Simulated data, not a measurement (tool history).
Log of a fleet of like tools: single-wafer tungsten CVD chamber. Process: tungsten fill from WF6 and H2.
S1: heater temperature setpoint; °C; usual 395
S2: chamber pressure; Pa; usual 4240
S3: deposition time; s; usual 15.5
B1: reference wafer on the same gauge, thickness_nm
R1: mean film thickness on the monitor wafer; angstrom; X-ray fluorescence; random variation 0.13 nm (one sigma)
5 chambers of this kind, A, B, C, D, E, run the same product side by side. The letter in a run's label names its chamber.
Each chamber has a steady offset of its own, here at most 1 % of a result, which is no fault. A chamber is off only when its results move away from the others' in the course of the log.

| run | hour | S1 | S2 | S3 | B1 | R1 |
|---|---|---|---|---|---|---|
| 1E | 4.7 | 395 | 4240 | 15.5 | 34.691 | 422.29 |
| 2D | 12.8 | 395 | 4240 | 15.5 | 34.695 | 421.74 |
| 3A | 20.5 | 395 | 4240 | 15.5 | 34.726 | 417.62 |
| 4B | 28.1 | 395 | 4240 | 15.5 | 34.708 | 423.13 |
| 5C | 35.2 | 395 | 5266 | 15.5 | 34.707 | 465.35 |
| 6A | 41.8 | 395 | 5266 | 15.5 | 34.674 | 462.53 |
| 7E | 49.7 | 395 | 5266 | 15.5 | 34.712 | 465.50 |
| 8B | 55.8 | 395 | 5266 | 15.5 | 34.693 | 471.85 |
| 9C | 61.2 | 395 | 5266 | 15.5 | 34.682 | 466.39 |
| 10D | 66.1 | 395 | 4240 | 15.5 | 34.702 | 417.86 |
| 11A | 71.5 | 395 | 4240 | 15.5 | 34.661 | 417.24 |
| 12B | 76.8 | 395 | 4240 | 15.5 | 34.713 | 424.72 |
| 13C | 81.6 | 395 | 4240 | 13.5 | 34.679 | 366.48 |
| 14E | 89.6 | 395 | 4240 | 13.5 | 34.707 | 365.75 |
| 15D | 95.1 | 395 | 4240 | 13.5 | 34.675 | 364.31 |
| 16C | 100.3 | 395 | 4240 | 13.5 | 34.685 | 364.61 |
| 17D | 105.7 | 395 | 4240 | 13.5 | 34.723 | 362.22 |
|  | 110.0 | chamber E: capacitance manometer re-zeroed and calibrated |
| 18A | 112.2 | 395 | 4706 | 17.2 | 34.708 | 486.79 |
| 19E | 118.1 | 395 | 4706 | 17.2 | 34.684 | 492.64 |
| 20B | 124.2 | 395 | 4706 | 17.2 | 34.673 | 495.25 |
| 21A | 128.5 | 395 | 4706 | 17.2 | 34.728 | 485.72 |
| 22B | 135.7 | 395 | 4706 | 17.2 | 34.690 | 497.17 |
| 23E | 142.0 | 395 | 4240 | 15.5 | 34.673 | 420.78 |
| 24D | 146.6 | 395 | 3906 | 15.5 | 34.688 | 398.71 |
| 25C | 153.0 | 395 | 3906 | 15.5 | 34.691 | 404.23 |
| 26B | 161.3 | 395 | 3906 | 15.5 | 34.684 | 409.04 |
| 27C | 168.0 | 395 | 3906 | 15.5 | 34.701 | 401.59 |
| 28E | 173.6 | 395 | 3906 | 15.5 | 34.712 | 404.55 |
| 29D | 180.4 | 395 | 4240 | 15.5 | 34.712 | 412.10 |
| 30A | 184.2 | 395 | 4240 | 15.5 | 34.667 | 421.01 |
| 31E | 192.1 | 395 | 4240 | 15.5 | 34.723 | 419.75 |
| 32D | 196.7 | 395 | 4240 | 15.5 | 34.701 | 411.97 |
| 33B | 203.6 | 395 | 4613 | 15.5 | 34.670 | 441.86 |
| 34A | 211.4 | 395 | 4613 | 15.5 | 34.694 | 433.47 |
| 35C | 218.9 | 395 | 4613 | 15.5 | 34.726 | 436.48 |
|  | 223.2 | chamber A: capacitance manometer re-zeroed and calibrated |
| 36C | 225.3 | 395 | 4613 | 15.5 | 34.701 | 438.82 |
| 37E | 233.1 | 395 | 4613 | 15.5 | 34.719 | 437.37 |
| 38B | 239.5 | 395 | 4240 | 15.5 | 34.681 | 424.21 |
| 39A | 243.8 | 395 | 4240 | 15.5 | 34.712 | 419.13 |
| 40D | 248.6 | 395 | 4240 | 15.5 | 34.693 | 409.46 |

All 5 chambers run these settings next. Forecast each chamber's results:
| 41A | 254.5 | 395 | 3360 | 15.5 |  | ? |
| 41B | 254.5 | 395 | 3360 | 15.5 |  | ? |
| 41C | 254.5 | 395 | 3360 | 15.5 |  | ? |
| 41D | 254.5 | 395 | 3360 | 15.5 |  | ? |
| 41E | 254.5 | 395 | 3360 | 15.5 |  | ? |

| run | R1 |
|---|---|
| 41A | 373.97 |
| 41B | 376.93 |
| 41C | 374.88 |
| 41D | 367.05 |
| 41E | 376.41 |

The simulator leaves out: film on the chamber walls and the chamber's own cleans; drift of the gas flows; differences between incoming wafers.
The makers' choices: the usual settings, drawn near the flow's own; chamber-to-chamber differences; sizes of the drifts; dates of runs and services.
